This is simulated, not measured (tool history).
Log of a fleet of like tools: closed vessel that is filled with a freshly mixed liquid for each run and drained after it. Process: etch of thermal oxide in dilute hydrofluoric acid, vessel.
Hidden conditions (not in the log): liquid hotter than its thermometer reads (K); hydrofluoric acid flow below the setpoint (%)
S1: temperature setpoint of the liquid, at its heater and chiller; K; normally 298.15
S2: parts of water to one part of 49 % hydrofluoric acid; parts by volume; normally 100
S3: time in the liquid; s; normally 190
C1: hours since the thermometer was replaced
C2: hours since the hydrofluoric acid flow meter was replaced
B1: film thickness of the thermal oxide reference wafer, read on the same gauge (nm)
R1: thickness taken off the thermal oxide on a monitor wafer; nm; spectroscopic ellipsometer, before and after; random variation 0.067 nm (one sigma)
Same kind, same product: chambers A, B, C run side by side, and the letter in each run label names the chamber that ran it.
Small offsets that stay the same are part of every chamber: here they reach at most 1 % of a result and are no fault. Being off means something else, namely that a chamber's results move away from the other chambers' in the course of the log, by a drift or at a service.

Run 1A, day 0.329: usual settings; C1 907.8; C2 101.8; B1 80.013. Result: R1 9.5879 nm.
Run 2B, day 0.571: usual settings; C1 1040.2; C2 2119.8; B1 79.977. Result: R1 9.7452 nm.
Run 3C, day 0.933: usual settings; C1 519.8; C2 359.8; B1 79.972. Result: R1 9.6899 nm.
At day 1.142: chamber B: hydrofluoric acid flow meter replaced.
Run 4B, day 1.350: usual settings; C1 1058.9; C2 5.0; B1 79.979. Result: R1 9.6069 nm.
Run 5C, day 1.546: usual settings; C1 534.5; C2 374.5; B1 79.966. Result: R1 9.6891 nm.
Run 6A, day 1.925: usual settings but S1 301.65 K, S2 125 parts by volume; C1 946.1; C2 140.1; B1 80.049. Result: R1 8.4725 nm.
Run 7A, day 2.317: usual settings but S1 301.65 K, S2 125 parts by volume; C1 955.5; C2 149.5; B1 80.017. Result: R1 8.3988 nm.
Run 8B, day 2.662: usual settings but S1 301.65 K, S2 125 parts by volume; C1 1090.4; C2 36.5; B1 80.054. Result: R1 8.5125 nm.
Run 9C, day 3.050: usual settings; C1 570.6; C2 410.6; B1 79.982. Result: R1 9.5191 nm.
Run 10C, day 3.317: usual settings; C1 577.0; C2 417.0; B1 79.948. Result: R1 9.5187 nm.
Run 11B, day 3.667: usual settings; C1 1114.5; C2 60.6; B1 80.029. Result: R1 9.6686 nm.
Run 12A, day 4.062: usual settings; C1 997.4; C2 191.4; B1 79.989. Result: R1 9.5799 nm.
Run 13C, day 4.375: usual settings; C1 602.4; C2 442.4; B1 80.010. Result: R1 9.5833 nm.
Run 14B, day 4.717: usual settings; C1 1139.7; C2 85.8; B1 80.016. Result: R1 9.7250 nm.
At day 4.746: chamber C: thermometer replaced.
Run 15A, day 4.971: usual settings; C1 1019.2; C2 213.2; B1 79.988. Result: R1 9.5736 nm.
Run 16C, day 5.262: usual settings; C1 12.5; C2 463.7; B1 79.966. Result: R1 9.6398 nm.
Run 17B, day 5.588: usual settings; C1 1160.6; C2 106.7; B1 79.996. Result: R1 9.7238 nm.
Run 18A, day 5.875: usual settings; C1 1040.9; C2 234.9; B1 80.059. Result: R1 9.6253 nm.
Run 19A, day 6.112: usual settings; C1 1046.6; C2 240.6; B1 80.003. Result: R1 9.5370 nm.
Run 20B, day 6.538: usual settings; C1 1183.4; C2 129.5; B1 80.035. Result: R1 9.6409 nm.
Run 21C, day 6.758: usual settings but S1 301.65 K, S3 125 s; C1 48.4; C2 499.6; B1 80.011. Result: R1 7.2569 nm.
Run 22C, day 6.962: usual settings but S1 301.65 K, S3 125 s; C1 53.3; C2 504.5; B1 80.019. Result: R1 7.1888 nm.
Run 23B, day 7.383: usual settings but S1 301.65 K, S3 125 s; C1 1203.7; C2 149.8; B1 80.011. Result: R1 7.2546 nm.

One chamber off, gauge drift, or nothing amiss beyond the chambers' own small offsets? If it is a chamber, which one, and what is the likeliest cause?

Beyond each chamber's small constant offset nothing stands out, and the gauge stays steady.

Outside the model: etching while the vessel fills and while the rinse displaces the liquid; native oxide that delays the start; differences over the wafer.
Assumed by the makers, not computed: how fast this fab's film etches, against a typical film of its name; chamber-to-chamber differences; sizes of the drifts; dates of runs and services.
